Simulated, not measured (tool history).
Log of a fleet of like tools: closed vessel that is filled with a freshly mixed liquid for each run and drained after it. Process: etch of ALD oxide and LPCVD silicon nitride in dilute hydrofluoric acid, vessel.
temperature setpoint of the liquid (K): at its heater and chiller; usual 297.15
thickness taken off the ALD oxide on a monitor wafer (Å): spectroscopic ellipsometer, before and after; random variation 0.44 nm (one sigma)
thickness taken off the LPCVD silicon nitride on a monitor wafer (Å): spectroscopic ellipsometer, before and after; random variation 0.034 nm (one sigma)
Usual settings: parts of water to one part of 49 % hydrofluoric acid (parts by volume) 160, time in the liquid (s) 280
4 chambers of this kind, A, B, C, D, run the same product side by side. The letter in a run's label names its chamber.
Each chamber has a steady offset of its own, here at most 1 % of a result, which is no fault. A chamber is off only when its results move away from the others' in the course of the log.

run,day,temperature setpoint of the liquid (K),parts of water to one part of 49 % hydrofluoric acid (parts by volume),time in the liquid (s),"read-back film thickness of the ALD oxide reference wafer, read on the same gauge (nm)","read-back film thickness of the LPCVD silicon nitride reference wafer, read on the same gauge (nm)",thickness taken off the ALD oxide on a monitor wafer (Å),thickness taken off the LPCVD silicon nitride on a monitor wafer (Å)
1D,0.483,297.15,160,280,130.00,109.98,537.39,8.6843
2C,0.892,297.15,160,280,130.00,110.03,537.17,8.3463
3B,1.358,297.15,160,280,130.00,109.97,532.41,9.0673
4A,1.779,297.15,160,280,129.99,109.99,534.96,8.7882
5B,2.242,297.15,160,280,130.00,109.97,537.92,8.8768
6D,2.567,297.15,160,280,129.99,109.97,537.02,8.4639
# day 2.738: chamber D: hydrofluoric acid flow meter replaced
7C,2.788,297.15,160,280,129.98,110.02,538.69,8.5636
8A,3.121,297.15,160,280,130.01,109.97,534.14,8.2779
9B,3.517,297.15,160,280,130.01,110.03,530.02,8.2428
10C,3.958,297.15,160,280,130.01,110.00,545.73,8.5121
11A,4.367,297.15,160,280,130.00,109.99,532.64,8.9121
12D,4.792,297.15,160,280,130.00,110.04,529.79,8.5870
13C,5.108,297.15,160,280,130.00,109.94,543.80,8.9616
14B,5.400,297.15,160,280,130.00,109.98,534.68,8.4074
15A,5.825,297.15,160,280,130.01,109.98,537.85,8.3183
16D,6.050,297.15,160,280,130.00,110.02,530.16,8.7940
17A,6.296,301.15,160,165,129.98,110.02,364.86,7.0831
18D,6.567,301.15,160,165,130.02,110.01,362.56,6.3401
19B,6.833,301.15,160,165,130.02,109.99,371.74,6.7362
20C,7.158,301.15,160,165,130.00,110.00,376.85,6.5946
21C,7.412,297.15,160,280,130.00,110.01,559.00,9.2045
22A,7.729,297.15,160,280,130.02,110.04,537.18,8.0933
23D,8.033,299.15,240,280,129.97,110.02,344.81,6.7255
24B,8.279,299.15,240,280,130.00,110.05,352.71,6.4887
25D,8.592,299.15,240,280,130.00,109.97,350.00,6.5668
26C,8.850,299.15,240,280,129.97,110.00,369.40,6.6473
27B,9.300,297.15,160,280,130.00,110.00,525.91,8.7070

Next, every chamber runs the same settings. What will each give?
28A,9.658,300.15,160,280,,,?,?
28B,9.658,300.15,160,280,,,?,?
28C,9.658,300.15,160,280,,,?,?
28D,9.658,300.15,160,280,,,?,?

run,thickness taken off the ALD oxide on a monitor wafer (Å),thickness taken off the LPCVD silicon nitride on a monitor wafer (Å)
28A,594.94,10.1390
28B,598.06,10.6430
28C,634.00,11.4740
28D,590.88,10.4760
